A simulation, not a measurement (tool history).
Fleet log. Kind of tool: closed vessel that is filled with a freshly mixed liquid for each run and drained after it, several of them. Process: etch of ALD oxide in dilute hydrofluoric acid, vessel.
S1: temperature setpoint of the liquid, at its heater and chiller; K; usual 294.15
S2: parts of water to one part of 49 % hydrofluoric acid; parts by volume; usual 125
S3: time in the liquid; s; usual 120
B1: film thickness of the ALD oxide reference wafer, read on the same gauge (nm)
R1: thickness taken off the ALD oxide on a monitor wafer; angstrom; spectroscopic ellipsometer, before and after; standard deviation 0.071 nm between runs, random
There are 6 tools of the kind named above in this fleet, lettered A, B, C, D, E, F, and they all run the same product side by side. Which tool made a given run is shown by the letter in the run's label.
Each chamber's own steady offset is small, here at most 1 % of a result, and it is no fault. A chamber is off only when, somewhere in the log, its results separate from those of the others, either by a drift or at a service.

Run 1F, hour 15.9: usual settings; B1 40.019. Result: R1 131.370 angstrom.
Run 2B, hour 23.8: usual settings; B1 40.012. Result: R1 130.910 angstrom.
Run 3E, hour 36.6: usual settings; B1 40.006. Result: R1 132.370 angstrom.
Run 4C, hour 45.1: usual settings; B1 39.997. Result: R1 129.530 angstrom.
Run 5A, hour 54.0: usual settings; B1 40.017. Result: R1 131.110 angstrom.
Run 6D, hour 65.2: usual settings but S1 298.15 K, S3 185 s; B1 40.007. Result: R1 236.710 angstrom.
Run 7E, hour 81.1: usual settings but S1 298.15 K, S3 185 s; B1 39.978. Result: R1 237.640 angstrom.
Run 8C, hour 91.0: usual settings but S1 298.15 K, S3 185 s; B1 40.028. Result: R1 233.520 angstrom.
Run 9B, hour 101.4: usual settings but S1 298.15 K, S3 185 s; B1 39.989. Result: R1 236.630 angstrom.
Run 10D, hour 113.4: usual settings but S1 298.15 K, S3 185 s; B1 40.009. Result: R1 237.910 angstrom.
Run 11A, hour 121.1: usual settings but S1 298.15 K, S3 185 s; B1 40.015. Result: R1 236.720 angstrom.
Run 12F, hour 129.2: usual settings; B1 40.004. Result: R1 133.710 angstrom.
Run 13B, hour 139.6: usual settings; B1 40.000. Result: R1 132.380 angstrom.
Run 14D, hour 152.6: usual settings; B1 40.010. Result: R1 131.950 angstrom.
Run 15A, hour 162.5: usual settings; B1 40.002. Result: R1 129.920 angstrom.
Run 16E, hour 170.1: usual settings; B1 40.015. Result: R1 131.420 angstrom.
Run 17C, hour 181.3: usual settings; B1 40.007. Result: R1 130.450 angstrom.
Run 18F, hour 189.9: usual settings but S2 80 parts by volume; B1 40.014. Result: R1 215.810 angstrom.
Run 19C, hour 198.8: usual settings but S2 80 parts by volume; B1 39.997. Result: R1 213.840 angstrom.
Run 20D, hour 211.6: usual settings but S2 80 parts by volume; B1 40.023. Result: R1 215.110 angstrom.
Run 21B, hour 222.5: usual settings but S2 80 parts by volume; B1 39.966. Result: R1 216.760 angstrom.
Run 22F, hour 235.1: usual settings but S2 80 parts by volume; B1 39.992. Result: R1 214.800 angstrom.
Run 23E, hour 242.9: usual settings but S2 80 parts by volume; B1 40.010. Result: R1 216.660 angstrom.
At hour 251.4: chamber E: hydrofluoric acid flow meter replaced.
At hour 251.8: chamber F: hydrofluoric acid flow meter replaced.
Run 24A, hour 259.3: usual settings; B1 40.018. Result: R1 132.130 angstrom.
Run 25E, hour 269.2: usual settings; B1 40.019. Result: R1 130.520 angstrom.
Run 26B, hour 283.0: usual settings; B1 39.976. Result: R1 131.440 angstrom.
Run 27D, hour 297.4: usual settings; B1 40.007. Result: R1 132.220 angstrom.
Run 28A, hour 310.1: usual settings; B1 40.000. Result: R1 130.950 angstrom.
At hour 315.4: chamber A: thermometer replaced.
Run 29C, hour 318.8: usual settings; B1 40.025. Result: R1 130.730 angstrom.
At hour 329.9: chamber D: hydrofluoric acid flow meter replaced.
Run 30F, hour 331.9: usual settings but S1 297.65 K, S3 50 s; B1 40.012. Result: R1 62.924 angstrom.
Run 31B, hour 348.2: usual settings but S1 297.65 K, S3 50 s; B1 39.989. Result: R1 62.678 angstrom.
Run 32C, hour 356.0: usual settings but S1 297.65 K, S3 50 s; B1 40.020. Result: R1 62.110 angstrom.
Run 33D, hour 370.9: usual settings but S1 297.65 K, S3 50 s; B1 39.980. Result: R1 63.250 angstrom.
Run 34F, hour 381.4: usual settings but S1 297.65 K, S3 50 s; B1 39.986. Result: R1 62.852 angstrom.
Run 35E, hour 395.1: usual settings but S1 297.65 K, S3 50 s; B1 40.002. Result: R1 63.110 angstrom.
Run 36A, hour 410.1: usual settings; B1 40.009. Result: R1 131.620 angstrom.
Run 37E, hour 418.3: usual settings; B1 39.977. Result: R1 131.020 angstrom.
Run 38B, hour 434.0: usual settings but S1 290.65 K; B1 39.992. Result: R1 113.420 angstrom.
Run 39C, hour 446.7: usual settings but S1 290.65 K; B1 39.990. Result: R1 113.060 angstrom.

Is one chamber out of step, is the gauge drifting, or do the chambers differ by no more than their own small offsets? For an off chamber, give its letter and the likeliest cause.

All chambers stay in line apart from their small fixed offsets, and the gauge does not drift.
